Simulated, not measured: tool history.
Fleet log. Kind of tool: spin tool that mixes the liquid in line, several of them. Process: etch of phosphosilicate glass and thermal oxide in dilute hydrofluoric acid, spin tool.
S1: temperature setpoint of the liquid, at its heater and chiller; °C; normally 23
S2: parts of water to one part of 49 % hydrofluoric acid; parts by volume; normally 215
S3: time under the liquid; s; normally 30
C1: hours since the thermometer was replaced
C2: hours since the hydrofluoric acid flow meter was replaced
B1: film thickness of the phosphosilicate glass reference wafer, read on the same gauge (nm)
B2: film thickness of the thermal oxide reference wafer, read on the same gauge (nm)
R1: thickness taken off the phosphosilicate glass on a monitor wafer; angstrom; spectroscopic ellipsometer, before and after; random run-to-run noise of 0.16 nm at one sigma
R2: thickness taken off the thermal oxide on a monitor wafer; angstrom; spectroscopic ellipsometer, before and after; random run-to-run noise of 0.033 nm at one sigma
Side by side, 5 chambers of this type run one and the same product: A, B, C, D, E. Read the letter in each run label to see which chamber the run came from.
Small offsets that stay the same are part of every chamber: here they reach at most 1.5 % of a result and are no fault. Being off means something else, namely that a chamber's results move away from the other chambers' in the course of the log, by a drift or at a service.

run 1B day=0.438 | S1=23 S2=215 S3=30 | C1=18.6 C2=1364.8 | B1=129.98 B2=60.040 | R1=218.36 R2=5.0194
run 2C day=0.733 | S1=23 S2=215 S3=30 | C1=796.8 C2=872.7 | B1=129.96 B2=60.010 | R1=222.55 R2=5.1559
run 3E day=1.288 | S1=23 S2=215 S3=30 | C1=519.2 C2=402.8 | B1=129.99 B2=60.020 | R1=223.41 R2=5.0837
run 4A day=1.642 | S1=23 S2=215 S3=30 | C1=2449.2 C2=237.8 | B1=130.00 B2=59.965 | R1=221.87 R2=5.6933
run 5D day=2.146 | S1=23 S2=215 S3=30 | C1=435.9 C2=432.7 | B1=130.00 B2=59.971 | R1=222.53 R2=5.0628
run 6B day=2.483 | S1=23 S2=215 S3=15 | C1=67.7 C2=1413.9 | B1=129.99 B2=60.023 | R1=109.49 R2=2.4713
run 7A day=2.829 | S1=23 S2=215 S3=15 | C1=2477.7 C2=266.3 | B1=129.97 B2=60.022 | R1=109.80 R2=2.4155
run 8C day=3.250 | S1=23 S2=215 S3=15 | C1=857.2 C2=933.1 | B1=129.96 B2=60.010 | R1=110.51 R2=2.5491
run 9D day=3.554 | S1=23 S2=215 S3=15 | C1=469.7 C2=466.5 | B1=129.98 B2=60.024 | R1=110.44 R2=2.9368
run 10E day=4.183 | S1=23 S2=215 S3=15 | C1=588.7 C2=472.3 | B1=129.98 B2=60.014 | R1=111.01 R2=2.5413
run 11C day=4.650 | S1=23 S2=215 S3=30 | C1=890.8 C2=966.7 | B1=129.99 B2=60.004 | R1=224.65 R2=4.9855
-- day=4.871 chamber B: hydrofluoric acid flow meter replaced
run 12E day=5.250 | S1=23 S2=215 S3=30 | C1=614.3 C2=497.9 | B1=129.99 B2=59.999 | R1=224.42 R2=5.2771
run 13D day=5.825 | S1=23 S2=215 S3=30 | C1=524.2 C2=521.0 | B1=129.98 B2=60.024 | R1=217.04 R2=4.9435
run 14A day=6.317 | S1=23 S2=215 S3=30 | C1=2561.4 C2=350.0 | B1=130.05 B2=60.005 | R1=218.77 R2=5.4101
-- day=6.546 chamber A: thermometer replaced
run 15B day=6.696 | S1=23 S2=125 S3=30 | C1=168.8 C2=43.9 | B1=129.99 B2=59.997 | R1=423.75 R2=9.7977
run 16A day=7.342 | S1=23 S2=125 S3=30 | C1=19.1 C2=374.6 | B1=130.04 B2=60.017 | R1=415.25 R2=9.9453
run 17E day=7.800 | S1=23 S2=125 S3=30 | C1=675.5 C2=559.1 | B1=130.01 B2=59.969 | R1=420.44 R2=8.4694
run 18C day=8.233 | S1=23 S2=125 S3=30 | C1=976.8 C2=1052.7 | B1=129.97 B2=60.065 | R1=424.86 R2=10.7650
-- day=8.362 chamber C: thermometer replaced
run 19B day=8.583 | S1=23 S2=125 S3=30 | C1=214.1 C2=89.2 | B1=129.99 B2=59.996 | R1=428.92 R2=10.6220
run 20D day=9.200 | S1=23 S2=125 S3=30 | C1=605.2 C2=602.0 | B1=129.99 B2=60.009 | R1=411.53 R2=10.0400
run 21E day=9.671 | S1=23 S2=125 S3=30 | C1=720.4 C2=604.0 | B1=129.98 B2=59.979 | R1=420.28 R2=9.9426
run 22B day=10.000 | S1=23 S2=125 S3=30 | C1=248.1 C2=123.2 | B1=130.01 B2=60.066 | R1=421.56 R2=10.2850
run 23C day=10.654 | S1=23 S2=125 S3=30 | C1=55.0 C2=1110.8 | B1=130.03 B2=60.018 | R1=427.01 R2=9.2260
run 24A day=11.271 | S1=23 S2=125 S3=30 | C1=113.4 C2=468.9 | B1=129.99 B2=60.051 | R1=425.00 R2=11.3850
run 25D day=11.633 | S1=23 S2=215 S3=30 | C1=663.6 C2=660.4 | B1=130.02 B2=59.991 | R1=210.49 R2=4.6426
-- day=11.825 chamber A: hydrofluoric acid flow meter replaced
run 26B day=12.092 | S1=23 S2=215 S3=30 | C1=298.3 C2=173.4 | B1=129.98 B2=59.967 | R1=224.42 R2=5.6381
run 27E day=12.646 | S1=23 S2=215 S3=30 | C1=791.8 C2=675.4 | B1=130.01 B2=59.980 | R1=221.40 R2=5.0729
run 28D day=13.025 | S1=23 S2=215 S3=30 | C1=697.0 C2=693.8 | B1=130.00 B2=60.006 | R1=211.29 R2=5.3690
run 29C day=13.354 | S1=23 S2=215 S3=30 | C1=119.8 C2=1175.6 | B1=129.99 B2=60.007 | R1=224.07 R2=5.3362
run 30A day=13.725 | S1=23 S2=215 S3=30 | C1=172.3 C2=45.7 | B1=129.98 B2=59.973 | R1=219.05 R2=5.5548
run 31D day=14.304 | S1=23 S2=215 S3=30 | C1=727.7 C2=724.5 | B1=130.05 B2=59.966 | R1=208.16 R2=5.2935
run 32B day=14.621 | S1=23 S2=215 S3=30 | C1=359.0 C2=234.1 | B1=130.01 B2=59.992 | R1=222.38 R2=5.4256
run 33A day=15.142 | S1=23 S2=215 S3=30 | C1=206.3 C2=79.7 | B1=129.99 B2=59.994 | R1=217.97 R2=4.6724
run 34C day=15.800 | S1=23 S2=215 S3=30 | C1=178.5 C2=1234.3 | B1=130.02 B2=60.032 | R1=224.28 R2=5.6225

Is one chamber off against the others, does the gauge drift, or is nothing wrong? If a chamber is off, say which, and what the likeliest cause is.

Little by little, chamber D moves away from the other chambers.
What lies behind it: liquid colder than its thermometer reads (K) = 1.36.
From this log alone, it may not be told apart from: hydrofluoric acid flow below the setpoint (%).

Chamber D could run next with any of the 4 candidate recipes listed below; each alters the usual settings, and their results appear as question marks. Which one brings its results back in line with what the other chambers deliver on the usual settings?
In line here means within this much of the mean the other chambers give on the usual settings: R1 5.50 angstrom; R2 1.1000 angstrom
run 35D-1 day=16.267 | S1=23 S2=205 S3=30 | R1=? R2=?
run 35D-2 day=16.267 | S1=23 S2=210 S3=30 | R1=? R2=?
run 35D-3 day=16.267 | S1=23 S2=220 S3=30 | R1=? R2=?
run 35D-4 day=16.267 | S1=23 S2=225 S3=30 | R1=? R2=?

What the other chambers average on the usual settings: R1 221.90 angstrom; R2 5.3066 angstrom
run=35D-1 R1=221.13 R2=5.3254
run=35D-2 R1=214.68 R2=5.1701
run=35D-3 R1=202.69 R2=4.8813
run=35D-4 R1=197.13 R2=4.7473
The answer is 35D-1, which returns the chamber to within the allowed miss of the others.
